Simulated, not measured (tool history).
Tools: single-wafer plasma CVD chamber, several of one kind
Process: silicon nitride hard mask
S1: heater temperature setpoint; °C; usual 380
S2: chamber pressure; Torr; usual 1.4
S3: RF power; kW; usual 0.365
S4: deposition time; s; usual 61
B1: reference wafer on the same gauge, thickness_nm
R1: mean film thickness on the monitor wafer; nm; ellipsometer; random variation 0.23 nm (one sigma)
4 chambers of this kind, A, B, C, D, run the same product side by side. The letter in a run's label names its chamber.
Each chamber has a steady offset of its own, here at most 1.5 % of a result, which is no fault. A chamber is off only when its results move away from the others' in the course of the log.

run	hour	S1	S2	S3	S4	B1	R1
1A	8.3	380	1.4	0.365	61	82.024	76.551
2C	14.3	380	1.4	0.365	61	82.151	77.806
3B	20.9	380	1.4	0.365	61	82.056	76.971
4D	28.6	380	1.4	0.365	61	82.154	77.411
5B	40.2	380	1.4	0.365	61	82.111	76.74
6A	45.2	380	1.4	0.365	61	82.02	76.758
7C	55.5	380	1.4	0.365	61	82.071	78.361
8D	64.9	380	1.4	0.365	61	82.131	77.186
9A	72.9	380	1.4	0.365	61	82.067	77.217
10C	79.7	380	1.17	0.365	61	82.126	73.485
11B	91	380	1.17	0.365	61	82.117	72.51
12D	97.5	380	1.17	0.365	61	82.083	73.055
13D	109.1	380	1.17	0.365	61	82.158	72.699
# hour 114.3: chamber D: capacitance manometer re-zeroed and calibrated
14B	120	380	1.4	0.365	61	82.091	77.264
# hour 129.8: chamber B: thermocouple changed; heater temperature recalibrated
15C	130.8	380	1.4	0.365	61	82.102	78.222
16A	139.7	367	1.4	0.365	69.3	82.143	85.967
17B	146.2	367	1.4	0.365	69.3	82.032	88.096
18A	155.7	367	1.4	0.365	69.3	82.09	85.596
19D	162.6	367	1.4	0.365	69.3	82.061	88.064
20C	170.8	380	1.4	0.365	61	82.128	77.675
21A	175.9	380	1.4	0.365	61	82.087	74.367
22D	184.8	380	1.4	0.365	61	82.13	77.277
23C	192.4	380	1.4	0.365	61	82.112	77.973
24B	202.2	386	1.4	0.365	65.7	82.055	83.077
25A	212.7	386	1.4	0.365	65.7	82.188	79.623

What goes on in this fleet: one chamber off, a drifting gauge, or nothing beyond the chambers' own small offsets? Name the chamber and the cause, if any.

Chamber A drifts away from the others.
Cause: delivered RF power below the setpoint (%) = 6.48.

Here are 4 candidates for chamber A's next run, each the usual settings with a change, their results left as question marks. Which one brings its results back in line with what the others give on the usual settings?
In line means no further than this from the other chambers' mean on the usual settings: R1 0.79 nm
26A-1	221.1	380	1.5	0.4	61		?
26A-2	221.1	380	1.37	0.355	57.9		?
26A-3	221.1	380	1.4	0.395	61		?
26A-4	221.1	380	1.2	0.365	61		?

The other chambers' mean on the usual settings: R1 77.431 nm
run	R1
26A-1	79.591
26A-2	68.27
26A-3	77.369
26A-4	70.242
26A-3 brings the chamber back in line.
